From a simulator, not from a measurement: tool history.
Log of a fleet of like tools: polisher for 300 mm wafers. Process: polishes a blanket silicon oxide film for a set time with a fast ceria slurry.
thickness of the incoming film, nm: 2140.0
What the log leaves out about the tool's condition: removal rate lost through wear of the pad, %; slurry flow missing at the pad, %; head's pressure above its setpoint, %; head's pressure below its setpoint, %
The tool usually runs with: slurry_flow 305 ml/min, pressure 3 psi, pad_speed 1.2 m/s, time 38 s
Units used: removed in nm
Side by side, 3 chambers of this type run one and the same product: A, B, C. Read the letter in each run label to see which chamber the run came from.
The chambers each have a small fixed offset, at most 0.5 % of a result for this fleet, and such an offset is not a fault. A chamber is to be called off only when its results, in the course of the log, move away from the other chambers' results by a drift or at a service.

| run | hour | slurry_flow | pressure | pad_speed | time | wafers polished on this pad | hours since the slurry nozzle was cleaned | hours since the head pressure was calibrated | removed |
|---|---|---|---|---|---|---|---|---|---|
| 1A | 9.5 | 305 | 3 | 1.2 | 38 | 548 | 210.8 | 890.6 | 884.69 |
| 2B | 16.8 | 305 | 3 | 1.2 | 38 | 798 | 41.3 | 753.3 | 881.08 |
|  | 19.7 | chamber A: worn pad replaced by a new one |
|  | 24.4 | chamber C: worn pad replaced by a new one |
| 3C | 31.2 | 305 | 3 | 1.2 | 38 | 116 | 55.4 | 215.7 | 896.82 |
|  | 34.8 | chamber B: worn pad replaced by a new one |
| 4C | 43.9 | 305 | 3 | 1.2 | 38 | 334 | 68.1 | 228.4 | 880.42 |
| 5A | 56.5 | 305 | 3 | 1.2 | 38 | 630 | 257.8 | 937.6 | 886.46 |
| 6B | 66.3 | 305 | 3 | 1.2 | 38 | 540 | 90.8 | 802.8 | 901.80 |
|  | 69.9 | chamber A: worn pad replaced by a new one |
| 7A | 77.3 | 305 | 3 | 1.2 | 38 | 127 | 278.6 | 958.4 | 893.29 |
|  | 82.8 | chamber C: worn pad replaced by a new one |
| 8C | 87.4 | 305 | 3 | 1.2 | 38 | 79 | 111.6 | 271.9 | 919.55 |
|  | 89.6 | chamber A: head pressure recalibrated |
|  | 98.4 | chamber B: worn pad replaced by a new one |
| 9B | 100.7 | 305 | 3 | 1.2 | 38 | 40 | 125.2 | 837.2 | 884.76 |
| 10B | 113.8 | 305 | 3 | 1.2 | 38 | 264 | 138.3 | 850.3 | 885.04 |
|  | 118.4 | chamber A: worn pad replaced by a new one |
| 11C | 123.7 | 305 | 3 | 1.2 | 38 | 700 | 147.9 | 308.2 | 933.23 |
| 12A | 131.2 | 305 | 3 | 1.2 | 38 | 219 | 332.5 | 41.7 | 882.69 |
| 13B | 145.5 | 305 | 3 | 1.2 | 38 | 806 | 170.0 | 882.0 | 908.17 |
|  | 147.9 | chamber C: worn pad replaced by a new one |
| 14A | 154.5 | 305 | 3 | 1.2 | 38 | 617 | 355.8 | 65.0 | 864.91 |
|  | 156.9 | chamber B: worn pad replaced by a new one |
|  | 166.5 | chamber A: worn pad replaced by a new one |
| 15C | 167.6 | 305 | 3 | 1.2 | 38 | 337 | 191.8 | 352.1 | 959.42 |
| 16C | 178.0 | 305 | 3 | 1.2 | 38 | 515 | 202.2 | 362.5 | 955.95 |
| 17A | 189.8 | 305 | 3 | 1.2 | 38 | 399 | 391.1 | 100.3 | 884.56 |
| 18B | 203.7 | 305 | 3 | 1.2 | 38 | 802 | 228.2 | 940.2 | 872.59 |
|  | 215.4 | chamber A: worn pad replaced by a new one |
|  | 215.5 | chamber C: worn pad replaced by a new one |
| 19A | 218.2 | 305 | 3 | 1.2 | 38 | 48 | 419.5 | 128.7 | 883.12 |
|  | 222.3 | chamber B: worn pad replaced by a new one |
| 20B | 230.0 | 265 | 3 | 1.2 | 38 | 133 | 254.5 | 966.5 | 868.68 |
| 21C | 238.4 | 265 | 3 | 1.2 | 38 | 392 | 262.6 | 422.9 | 992.29 |

All chambers now run identical settings, listed one chamber a line with results as question marks. What results will each chamber show?
| 22A | 250.0 | 305 | 3 | 1.2 | 38 |  |  |  | ? |
| 22B | 250.0 | 305 | 3 | 1.2 | 38 |  |  |  | ? |
| 22C | 250.0 | 305 | 3 | 1.2 | 38 |  |  |  | ? |

| run | removed |
|---|---|
| 22A | 886.07 |
| 22B | 889.48 |
| 22C | 1014.90 |
